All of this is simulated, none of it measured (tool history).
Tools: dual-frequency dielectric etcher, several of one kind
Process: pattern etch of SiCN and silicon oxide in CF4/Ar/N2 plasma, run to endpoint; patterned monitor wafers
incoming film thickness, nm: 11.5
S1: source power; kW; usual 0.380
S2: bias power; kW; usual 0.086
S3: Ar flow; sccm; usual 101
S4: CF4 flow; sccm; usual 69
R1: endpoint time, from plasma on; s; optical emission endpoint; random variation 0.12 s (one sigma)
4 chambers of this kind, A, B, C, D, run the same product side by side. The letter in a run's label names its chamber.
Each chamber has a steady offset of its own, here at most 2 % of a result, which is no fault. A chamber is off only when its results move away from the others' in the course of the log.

{"day": 0.121, "done": "chamber C: wet clean of the chamber"}
{"run": "1A", "day": 0.158, "S1": 0.38, "S2": 0.086, "S3": 101, "S4": 69, "R1": 15.011}
{"run": "2C", "day": 0.329, "S1": 0.38, "S2": 0.086, "S3": 101, "S4": 69, "R1": 14.516}
{"run": "3D", "day": 0.554, "S1": 0.38, "S2": 0.086, "S3": 101, "S4": 69, "R1": 14.454}
{"run": "4B", "day": 0.738, "S1": 0.38, "S2": 0.086, "S3": 101, "S4": 69, "R1": 14.603}
{"run": "5D", "day": 0.95, "S1": 0.38, "S2": 0.086, "S3": 125, "S4": 60, "R1": 15.134}
{"run": "6C", "day": 1.192, "S1": 0.38, "S2": 0.086, "S3": 125, "S4": 60, "R1": 15.2}
{"run": "7B", "day": 1.471, "S1": 0.38, "S2": 0.086, "S3": 125, "S4": 60, "R1": 15.34}
{"run": "8A", "day": 1.617, "S1": 0.38, "S2": 0.086, "S3": 125, "S4": 60, "R1": 15.652}
{"run": "9B", "day": 1.875, "S1": 0.38, "S2": 0.086, "S3": 101, "S4": 69, "R1": 14.465}
{"run": "10A", "day": 2.121, "S1": 0.38, "S2": 0.086, "S3": 101, "S4": 69, "R1": 15.096}
{"run": "11C", "day": 2.304, "S1": 0.38, "S2": 0.086, "S3": 101, "S4": 69, "R1": 14.411}
{"run": "12D", "day": 2.492, "S1": 0.38, "S2": 0.086, "S3": 101, "S4": 69, "R1": 14.644}
{"run": "13A", "day": 2.683, "S1": 0.38, "S2": 0.086, "S3": 101, "S4": 69, "R1": 15.034}
{"run": "14C", "day": 2.867, "S1": 0.38, "S2": 0.086, "S3": 101, "S4": 69, "R1": 14.464}
{"run": "15B", "day": 3.129, "S1": 0.38, "S2": 0.086, "S3": 120, "S4": 69, "R1": 14.94}
{"run": "16D", "day": 3.412, "S1": 0.38, "S2": 0.086, "S3": 120, "S4": 69, "R1": 14.876}
{"run": "17C", "day": 3.629, "S1": 0.38, "S2": 0.086, "S3": 120, "S4": 69, "R1": 14.858}
{"run": "18A", "day": 3.771, "S1": 0.38, "S2": 0.086, "S3": 120, "S4": 69, "R1": 15.16}
{"day": 3.775, "done": "chamber D: wet clean of the chamber"}
{"run": "19B", "day": 3.962, "S1": 0.38, "S2": 0.086, "S3": 101, "S4": 69, "R1": 14.649}
{"run": "20D", "day": 4.133, "S1": 0.38, "S2": 0.086, "S3": 101, "S4": 69, "R1": 13.988}
{"run": "21D", "day": 4.288, "S1": 0.38, "S2": 0.086, "S3": 101, "S4": 69, "R1": 13.888}
{"run": "22B", "day": 4.538, "S1": 0.38, "S2": 0.086, "S3": 101, "S4": 69, "R1": 14.586}
{"run": "23C", "day": 4.746, "S1": 0.34, "S2": 0.086, "S3": 101, "S4": 79, "R1": 15.812}
{"run": "24A", "day": 4.983, "S1": 0.34, "S2": 0.086, "S3": 101, "S4": 79, "R1": 16.008}
{"run": "25D", "day": 5.242, "S1": 0.34, "S2": 0.086, "S3": 101, "S4": 79, "R1": 15.149}
{"run": "26A", "day": 5.421, "S1": 0.34, "S2": 0.086, "S3": 101, "S4": 79, "R1": 16.288}
{"run": "27B", "day": 5.617, "S1": 0.38, "S2": 0.086, "S3": 101, "S4": 69, "R1": 14.729}
{"run": "28C", "day": 5.771, "S1": 0.38, "S2": 0.086, "S3": 101, "S4": 58, "R1": 14.962}
{"run": "29B", "day": 5.958, "S1": 0.38, "S2": 0.086, "S3": 101, "S4": 58, "R1": 14.935}
{"run": "30D", "day": 6.246, "S1": 0.38, "S2": 0.086, "S3": 101, "S4": 58, "R1": 14.094}
{"run": "31C", "day": 6.467, "S1": 0.38, "S2": 0.086, "S3": 101, "S4": 58, "R1": 14.981}
{"run": "32A", "day": 6.629, "S1": 0.38, "S2": 0.086, "S3": 101, "S4": 69, "R1": 14.807}

Next, every chamber runs the same settings. What will each give?
{"run": "33A", "day": 6.854, "S1": 0.38, "S2": 0.086, "S3": 101, "S4": 69, "R1": "?"}
{"run": "33B", "day": 6.854, "S1": 0.38, "S2": 0.086, "S3": 101, "S4": 69, "R1": "?"}
{"run": "33C", "day": 6.854, "S1": 0.38, "S2": 0.086, "S3": 101, "S4": 69, "R1": "?"}
{"run": "33D", "day": 6.854, "S1": 0.38, "S2": 0.086, "S3": 101, "S4": 69, "R1": "?"}

run=33A R1=14.711
run=33B R1=14.431
run=33C R1=14.353
run=33D R1=13.755
